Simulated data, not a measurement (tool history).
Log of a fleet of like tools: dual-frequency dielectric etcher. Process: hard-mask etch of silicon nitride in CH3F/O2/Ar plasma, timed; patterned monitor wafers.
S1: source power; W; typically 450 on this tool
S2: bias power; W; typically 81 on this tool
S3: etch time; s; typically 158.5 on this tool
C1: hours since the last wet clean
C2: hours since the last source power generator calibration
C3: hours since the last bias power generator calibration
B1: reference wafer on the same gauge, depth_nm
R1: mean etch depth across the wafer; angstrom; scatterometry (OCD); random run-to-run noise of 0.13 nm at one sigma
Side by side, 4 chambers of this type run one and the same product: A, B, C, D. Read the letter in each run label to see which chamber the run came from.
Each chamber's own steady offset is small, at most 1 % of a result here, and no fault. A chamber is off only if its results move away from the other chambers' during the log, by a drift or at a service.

{"run": "1D", "hour": 4.0, "S1": 450, "S2": 81, "S3": 158.5, "C1": 265.7, "C2": 1374.8, "C3": 1657.1, "B1": 101.0, "R1": 1208.1}
{"run": "2C", "hour": 9.0, "S1": 450, "S2": 81, "S3": 158.5, "C1": 241.5, "C2": 3533.6, "C3": 2851.6, "B1": 100.97, "R1": 1211.6}
{"run": "3A", "hour": 13.0, "S1": 450, "S2": 81, "S3": 158.5, "C1": 519.4, "C2": 516.3, "C3": 896.2, "B1": 100.97, "R1": 1209.0}
{"run": "4B", "hour": 17.0, "S1": 450, "S2": 81, "S3": 158.5, "C1": 39.4, "C2": 144.8, "C3": 738.2, "B1": 100.95, "R1": 1200.8}
{"run": "5A", "hour": 22.7, "S1": 450, "S2": 81, "S3": 158.5, "C1": 529.1, "C2": 526.0, "C3": 905.9, "B1": 100.97, "R1": 1211.2}
{"run": "6D", "hour": 28.6, "S1": 450, "S2": 81, "S3": 158.5, "C1": 290.3, "C2": 1399.4, "C3": 1681.7, "B1": 100.9, "R1": 1205.6}
{"run": "7C", "hour": 32.5, "S1": 450, "S2": 81, "S3": 158.5, "C1": 265.0, "C2": 3557.1, "C3": 2875.1, "B1": 100.91, "R1": 1209.6}
{"run": "8B", "hour": 38.3, "S1": 450, "S2": 81, "S3": 158.5, "C1": 60.7, "C2": 166.1, "C3": 759.5, "B1": 100.94, "R1": 1197.2}
{"run": "9C", "hour": 44.1, "S1": 450, "S2": 81, "S3": 158.5, "C1": 276.6, "C2": 3568.7, "C3": 2886.7, "B1": 100.87, "R1": 1208.0}
{"run": "10D", "hour": 46.9, "S1": 450, "S2": 81, "S3": 158.5, "C1": 308.6, "C2": 1417.7, "C3": 1700.0, "B1": 100.88, "R1": 1205.8}
{"run": "11A", "hour": 52.4, "S1": 450, "S2": 81, "S3": 158.5, "C1": 558.8, "C2": 555.7, "C3": 935.6, "B1": 100.89, "R1": 1208.8}
{"run": "12B", "hour": 57.9, "S1": 450, "S2": 81, "S3": 158.5, "C1": 80.3, "C2": 185.7, "C3": 779.1, "B1": 100.87, "R1": 1196.5}
{"run": "13D", "hour": 61.2, "S1": 450, "S2": 81, "S3": 158.5, "C1": 322.9, "C2": 1432.0, "C3": 1714.3, "B1": 100.85, "R1": 1203.5}
{"run": "14B", "hour": 65.6, "S1": 450, "S2": 94, "S3": 136.0, "C1": 88.0, "C2": 193.4, "C3": 786.8, "B1": 100.86, "R1": 1083.0}
{"hour": 68.4, "done": "chamber A: wet clean of the chamber"}
{"run": "15A", "hour": 69.3, "S1": 450, "S2": 94, "S3": 136.0, "C1": 0.9, "C2": 572.6, "C3": 952.5, "B1": 100.81, "R1": 1091.7}
{"run": "16C", "hour": 72.4, "S1": 450, "S2": 94, "S3": 136.0, "C1": 304.9, "C2": 3597.0, "C3": 2915.0, "B1": 100.84, "R1": 1093.2}
{"run": "17B", "hour": 77.2, "S1": 450, "S2": 94, "S3": 136.0, "C1": 99.6, "C2": 205.0, "C3": 798.4, "B1": 100.83, "R1": 1086.2}
{"run": "18D", "hour": 80.2, "S1": 450, "S2": 81, "S3": 158.5, "C1": 341.9, "C2": 1451.0, "C3": 1733.3, "B1": 100.8, "R1": 1204.3}
{"run": "19A", "hour": 83.0, "S1": 450, "S2": 81, "S3": 158.5, "C1": 14.6, "C2": 586.3, "C3": 966.2, "B1": 100.79, "R1": 1204.3}
{"run": "20C", "hour": 86.0, "S1": 360, "S2": 81, "S3": 200.5, "C1": 318.5, "C2": 3610.6, "C3": 2928.6, "B1": 100.81, "R1": 1404.8}
{"run": "21A", "hour": 90.3, "S1": 360, "S2": 81, "S3": 200.5, "C1": 21.9, "C2": 593.6, "C3": 973.5, "B1": 100.79, "R1": 1404.6}
{"run": "22D", "hour": 93.2, "S1": 360, "S2": 81, "S3": 200.5, "C1": 354.9, "C2": 1464.0, "C3": 1746.3, "B1": 100.78, "R1": 1403.1}
{"run": "23C", "hour": 97.2, "S1": 360, "S2": 81, "S3": 200.5, "C1": 329.7, "C2": 3621.8, "C3": 2939.8, "B1": 100.73, "R1": 1404.0}
{"run": "24B", "hour": 102.3, "S1": 450, "S2": 75, "S3": 158.5, "C1": 124.7, "C2": 230.1, "C3": 823.5, "B1": 100.76, "R1": 1163.2}
{"run": "25B", "hour": 107.2, "S1": 450, "S2": 75, "S3": 158.5, "C1": 129.6, "C2": 235.0, "C3": 828.4, "B1": 100.74, "R1": 1163.0}
{"run": "26C", "hour": 111.3, "S1": 450, "S2": 75, "S3": 158.5, "C1": 343.8, "C2": 3635.9, "C3": 2953.9, "B1": 100.74, "R1": 1178.0}
{"hour": 112.6, "done": "chamber C: wet clean of the chamber"}
{"run": "27A", "hour": 117.4, "S1": 450, "S2": 75, "S3": 158.5, "C1": 49.0, "C2": 620.7, "C3": 1000.6, "B1": 100.7, "R1": 1173.4}
{"run": "28D", "hour": 121.5, "S1": 450, "S2": 81, "S3": 158.5, "C1": 383.2, "C2": 1492.3, "C3": 1774.6, "B1": 100.7, "R1": 1204.1}
{"run": "29B", "hour": 125.9, "S1": 450, "S2": 69, "S3": 158.5, "C1": 148.3, "C2": 253.7, "C3": 847.1, "B1": 100.7, "R1": 1130.3}
{"run": "30A", "hour": 129.3, "S1": 450, "S2": 69, "S3": 158.5, "C1": 60.9, "C2": 632.6, "C3": 1012.5, "B1": 100.68, "R1": 1142.0}
{"run": "31C", "hour": 132.9, "S1": 450, "S2": 69, "S3": 158.5, "C1": 20.4, "C2": 3657.5, "C3": 2975.5, "B1": 100.71, "R1": 1144.0}
{"hour": 134.0, "done": "chamber D: wet clean of the chamber"}
{"run": "32D", "hour": 139.0, "S1": 450, "S2": 69, "S3": 158.5, "C1": 5.1, "C2": 1509.8, "C3": 1792.1, "B1": 100.69, "R1": 1138.8}
{"run": "33B", "hour": 144.7, "S1": 450, "S2": 81, "S3": 158.5, "C1": 167.1, "C2": 272.5, "C3": 865.9, "B1": 100.65, "R1": 1194.6}
{"run": "34C", "hour": 147.6, "S1": 560, "S2": 81, "S3": 187.0, "C1": 35.1, "C2": 3672.2, "C3": 2990.2, "B1": 100.67, "R1": 1549.1}
{"run": "35A", "hour": 152.3, "S1": 560, "S2": 81, "S3": 187.0, "C1": 83.9, "C2": 655.6, "C3": 1035.5, "B1": 100.63, "R1": 1544.4}
{"run": "36D", "hour": 158.4, "S1": 560, "S2": 81, "S3": 187.0, "C1": 24.5, "C2": 1529.2, "C3": 1811.5, "B1": 100.63, "R1": 1538.3}
{"run": "37D", "hour": 163.3, "S1": 560, "S2": 81, "S3": 187.0, "C1": 29.4, "C2": 1534.1, "C3": 1816.4, "B1": 100.6, "R1": 1542.3}
{"run": "38B", "hour": 169.4, "S1": 450, "S2": 81, "S3": 158.5, "C1": 191.8, "C2": 297.2, "C3": 890.6, "B1": 100.58, "R1": 1193.1}
{"run": "39C", "hour": 173.4, "S1": 450, "S2": 81, "S3": 158.5, "C1": 60.9, "C2": 3698.0, "C3": 3016.0, "B1": 100.59, "R1": 1207.8}
{"run": "40A", "hour": 178.5, "S1": 450, "S2": 81, "S3": 158.5, "C1": 110.1, "C2": 681.8, "C3": 1061.7, "B1": 100.59, "R1": 1203.7}
{"run": "41A", "hour": 182.1, "S1": 450, "S2": 81, "S3": 158.5, "C1": 113.7, "C2": 685.4, "C3": 1065.3, "B1": 100.55, "R1": 1204.1}
{"run": "42B", "hour": 185.0, "S1": 450, "S2": 81, "S3": 158.5, "C1": 207.4, "C2": 312.8, "C3": 906.2, "B1": 100.6, "R1": 1195.5}
{"run": "43D", "hour": 187.9, "S1": 450, "S2": 81, "S3": 158.5, "C1": 54.0, "C2": 1558.7, "C3": 1841.0, "B1": 100.56, "R1": 1197.4}

All 4 chambers run these settings next. Forecast each chamber's results:
{"run": "44A", "hour": 192.3, "S1": 450, "S2": 81, "S3": 201.5, "R1": "?"}
{"run": "44B", "hour": 192.3, "S1": 450, "S2": 81, "S3": 201.5, "R1": "?"}
{"run": "44C", "hour": 192.3, "S1": 450, "S2": 81, "S3": 201.5, "R1": "?"}
{"run": "44D", "hour": 192.3, "S1": 450, "S2": 81, "S3": 201.5, "R1": "?"}

run=44A R1=1529.6
run=44B R1=1518.3
run=44C R1=1531.5
run=44D R1=1526.9

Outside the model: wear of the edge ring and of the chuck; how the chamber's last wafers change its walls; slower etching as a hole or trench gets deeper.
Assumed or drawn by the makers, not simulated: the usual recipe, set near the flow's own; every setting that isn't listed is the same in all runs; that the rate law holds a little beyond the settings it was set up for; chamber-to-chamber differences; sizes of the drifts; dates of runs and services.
